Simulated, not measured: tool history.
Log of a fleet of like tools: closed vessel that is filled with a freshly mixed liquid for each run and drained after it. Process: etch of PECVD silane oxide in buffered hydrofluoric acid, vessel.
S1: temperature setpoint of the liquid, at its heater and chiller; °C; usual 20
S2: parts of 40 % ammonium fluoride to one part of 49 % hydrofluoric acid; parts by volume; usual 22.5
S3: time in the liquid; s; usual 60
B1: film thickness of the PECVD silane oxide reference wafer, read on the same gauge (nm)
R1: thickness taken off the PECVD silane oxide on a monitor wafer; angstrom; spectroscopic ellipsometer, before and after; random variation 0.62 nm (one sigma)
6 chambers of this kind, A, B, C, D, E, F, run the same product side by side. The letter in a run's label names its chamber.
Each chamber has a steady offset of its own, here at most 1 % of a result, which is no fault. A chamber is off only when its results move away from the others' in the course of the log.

| run | day | S1 | S2 | S3 | B1 | R1 |
|---|---|---|---|---|---|---|
| 1E | 0.333 | 20 | 22.5 | 60 | 40.015 | 1148.20 |
| 2C | 0.525 | 20 | 22.5 | 60 | 40.003 | 1142.10 |
| 3D | 0.838 | 20 | 22.5 | 60 | 39.985 | 1138.70 |
|  | 1.004 | chamber C: hydrofluoric acid flow meter replaced |
| 4F | 1.150 | 20 | 22.5 | 60 | 39.963 | 1145.10 |
| 5A | 1.512 | 20 | 22.5 | 60 | 40.000 | 1123.60 |
| 6B | 1.717 | 20 | 22.5 | 60 | 40.021 | 1155.50 |
| 7F | 2.083 | 20 | 22.5 | 60 | 39.992 | 1146.30 |
| 8C | 2.408 | 20 | 22.5 | 60 | 39.995 | 1139.40 |
| 9E | 2.725 | 20 | 22.5 | 60 | 39.943 | 1151.20 |
|  | 2.812 | chamber B: hydrofluoric acid flow meter replaced |
| 10A | 3.054 | 20 | 22.5 | 60 | 39.951 | 1136.50 |
| 11B | 3.238 | 20 | 22.5 | 60 | 39.988 | 1128.90 |
| 12D | 3.492 | 20 | 22.5 | 60 | 40.003 | 1149.80 |
| 13E | 3.838 | 17 | 17.0 | 60 | 39.998 | 1233.60 |
|  | 4.025 | chamber E: hydrofluoric acid flow meter replaced |
| 14A | 4.062 | 17 | 17.0 | 60 | 39.971 | 1207.50 |
| 15F | 4.321 | 17 | 17.0 | 60 | 40.025 | 1217.40 |
| 16C | 4.646 | 17 | 17.0 | 60 | 40.004 | 1211.90 |
|  | 4.679 | chamber C: thermometer replaced |
| 17D | 4.842 | 17 | 17.0 | 60 | 39.975 | 1252.70 |
| 18B | 5.150 | 17 | 17.0 | 60 | 39.967 | 1221.20 |
| 19D | 5.425 | 20 | 22.5 | 60 | 40.013 | 1163.80 |
| 20A | 5.754 | 20 | 22.5 | 60 | 40.046 | 1137.20 |
| 21E | 5.967 | 20 | 22.5 | 60 | 39.933 | 1145.20 |
| 22C | 6.250 | 20 | 22.5 | 60 | 40.019 | 1133.70 |
| 23B | 6.542 | 20 | 22.5 | 60 | 39.962 | 1134.90 |
| 24F | 6.854 | 20 | 22.5 | 60 | 39.962 | 1151.50 |
| 25A | 7.162 | 20 | 22.5 | 60 | 39.971 | 1128.10 |
| 26E | 7.438 | 20 | 25.0 | 90 | 40.023 | 1601.70 |
| 27B | 7.604 | 20 | 25.0 | 90 | 40.018 | 1599.70 |
| 28F | 7.800 | 20 | 25.0 | 90 | 40.010 | 1592.10 |
| 29D | 8.142 | 20 | 25.0 | 90 | 40.023 | 1630.20 |
| 30C | 8.475 | 20 | 25.0 | 90 | 39.998 | 1592.30 |
| 31F | 8.671 | 20 | 25.0 | 90 | 39.984 | 1602.00 |
| 32D | 8.833 | 20 | 22.5 | 60 | 39.993 | 1179.60 |
| 33B | 9.112 | 20 | 22.5 | 60 | 40.035 | 1132.10 |
| 34A | 9.429 | 20 | 22.5 | 60 | 39.995 | 1129.50 |
| 35E | 9.779 | 20 | 22.5 | 60 | 40.002 | 1148.10 |
| 36C | 10.108 | 20 | 22.5 | 60 | 39.972 | 1132.80 |
| 37D | 10.442 | 20 | 22.5 | 60 | 40.023 | 1204.20 |
| 38F | 10.621 | 20 | 22.5 | 60 | 40.026 | 1147.00 |
|  | 10.721 | chamber E: thermometer replaced |
| 39A | 10.925 | 20 | 22.5 | 60 | 39.964 | 1127.40 |
| 40C | 11.283 | 20 | 22.5 | 60 | 39.947 | 1154.40 |
| 41B | 11.525 | 20 | 22.5 | 60 | 40.002 | 1142.30 |
| 42E | 11.779 | 20 | 26.5 | 85 | 40.032 | 1441.20 |

All 6 chambers run these settings next. Forecast each chamber's results:
| 43A | 12.046 | 20 | 28.5 | 60 |  | ? |
| 43B | 12.046 | 20 | 28.5 | 60 |  | ? |
| 43C | 12.046 | 20 | 28.5 | 60 |  | ? |
| 43D | 12.046 | 20 | 28.5 | 60 |  | ? |
| 43E | 12.046 | 20 | 28.5 | 60 |  | ? |
| 43F | 12.046 | 20 | 28.5 | 60 |  | ? |

| run | R1 |
|---|---|
| 43A | 962.67 |
| 43B | 965.27 |
| 43C | 973.29 |
| 43D | 1009.20 |
| 43E | 985.44 |
| 43F | 981.80 |
